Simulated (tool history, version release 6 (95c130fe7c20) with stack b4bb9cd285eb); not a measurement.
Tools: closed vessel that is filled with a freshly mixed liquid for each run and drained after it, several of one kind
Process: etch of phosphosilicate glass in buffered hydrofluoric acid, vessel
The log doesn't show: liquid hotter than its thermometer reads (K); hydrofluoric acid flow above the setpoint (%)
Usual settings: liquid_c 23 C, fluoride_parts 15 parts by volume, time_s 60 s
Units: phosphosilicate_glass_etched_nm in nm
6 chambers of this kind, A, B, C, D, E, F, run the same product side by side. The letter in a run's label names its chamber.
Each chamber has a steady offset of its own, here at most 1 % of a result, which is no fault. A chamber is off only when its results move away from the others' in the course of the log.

run	hour	liquid_c	fluoride_parts	time_s	hours since the thermometer was replaced	hours since the hydrofluoric acid flow meter was replaced	read-back film thickness of the phosphosilicate glass reference wafer, read on the same gauge (nm)	phosphosilicate_glass_etched_nm
1A	2.1	23	15	60	372.7	450.7	150.02	390.71
2B	5.9	23	15	60	2186.2	114.5	149.97	392.54
3C	8.5	23	15	60	743	364.3	149.99	386.68
4E	12.4	23	15	60	602.8	815.7	149.96	389.04
5F	14.6	23	19	60	523.8	631.8	150	305.16
6D	18.4	23	19	60	1319.5	319.6	150	303.84
7C	20.7	23	19	60	755.2	376.5	150	305.54
8D	25.1	23	19	60	1326.2	326.3	149.98	303.74
9E	27.5	23	19	60	617.9	830.8	149.97	308.05
10F	30.5	23	19	60	539.7	647.7	150.02	307.3
11B	34.4	23	15	60	2214.7	143	150.05	388.49
# hour 36: chamber C: hydrofluoric acid flow meter replaced
12A	37.5	23	15	60	408.1	486.1	150.01	386.34
13E	40.1	23	15	60	630.5	843.4	150.03	390.65
14B	43.8	23	15	60	2224.1	152.4	149.97	389.09
15C	46.9	23	15	60	781.4	11	150.02	386.46
16A	49.7	23	15	60	420.3	498.3	150.01	384.64
17D	54	23	17.5	90	1355.1	355.2	150.02	512.75
18F	57.6	23	17.5	90	566.8	674.8	149.97	504.19
19A	60.1	23	17.5	90	430.7	508.7	150.02	497.19
20D	63.6	23	17.5	90	1364.7	364.8	150.01	519.61
21E	67.5	23	17.5	90	657.9	870.8	149.98	504.33
# hour 68.6: chamber D: thermometer replaced
22B	69.9	23	17.5	90	2250.2	178.5	150.02	499.04
23C	72.1	23	15	60	806.6	36.2	149.99	386.53
24F	74.3	23	15	60	583.5	691.5	150	389
25D	76.5	23	15	60	7.9	377.7	150.03	404.86
# hour 77.5: chamber E: hydrofluoric acid flow meter replaced
26F	79.7	23	19.5	80	588.9	696.9	150	396.96
27C	82	23	19.5	80	816.5	46.1	149.98	398.96
28B	85	23	19.5	80	2265.3	193.6	150	403.32
29E	89	23	19.5	80	679.4	11.6	149.98	407.02
30A	91.7	23	19.5	80	462.3	540.3	149.99	400.09
31F	95.6	23	19.5	80	604.8	712.8	150	395.57
32C	99.9	20.5	15	30	834.4	64	150	167.5
33B	104.3	20.5	15	30	2284.6	212.9	149.97	170.45
34A	106.9	20.5	15	30	477.5	555.5	150.02	168.43
35E	110.6	20.5	15	30	701	33.2	149.98	169.91
36D	114.3	20.5	15	30	45.7	415.5	150.02	182.95

Is one chamber off against the others, does the gauge drift, or is nothing wrong? If a chamber is off, say which, and what the likeliest cause is.

Chamber D drifts away from the others.
Cause: hydrofluoric acid flow above the setpoint (%) = 10.6.

Here are 4 candidates for chamber D's next run, each the usual settings with a change, their results left as question marks. Which one brings its results back in line with what the others give on the usual settings?
In line means no further than this from the other chambers' mean on the usual settings: phosphosilicate_glass_etched_nm 9.7 nm
37D-1	117.5	22.5	16	60				?
37D-2	117.5	24.5	15	60				?
37D-3	117.5	23	15.5	60				?
37D-4	117.5	23	14.5	60				?

The other chambers' mean on the usual settings: phosphosilicate_glass_etched_nm 388.33 nm
run	phosphosilicate_glass_etched_nm
37D-1	386.79
37D-2	459.82
37D-3	410.29
37D-4	437.82
37D-1 brings the chamber back in line.

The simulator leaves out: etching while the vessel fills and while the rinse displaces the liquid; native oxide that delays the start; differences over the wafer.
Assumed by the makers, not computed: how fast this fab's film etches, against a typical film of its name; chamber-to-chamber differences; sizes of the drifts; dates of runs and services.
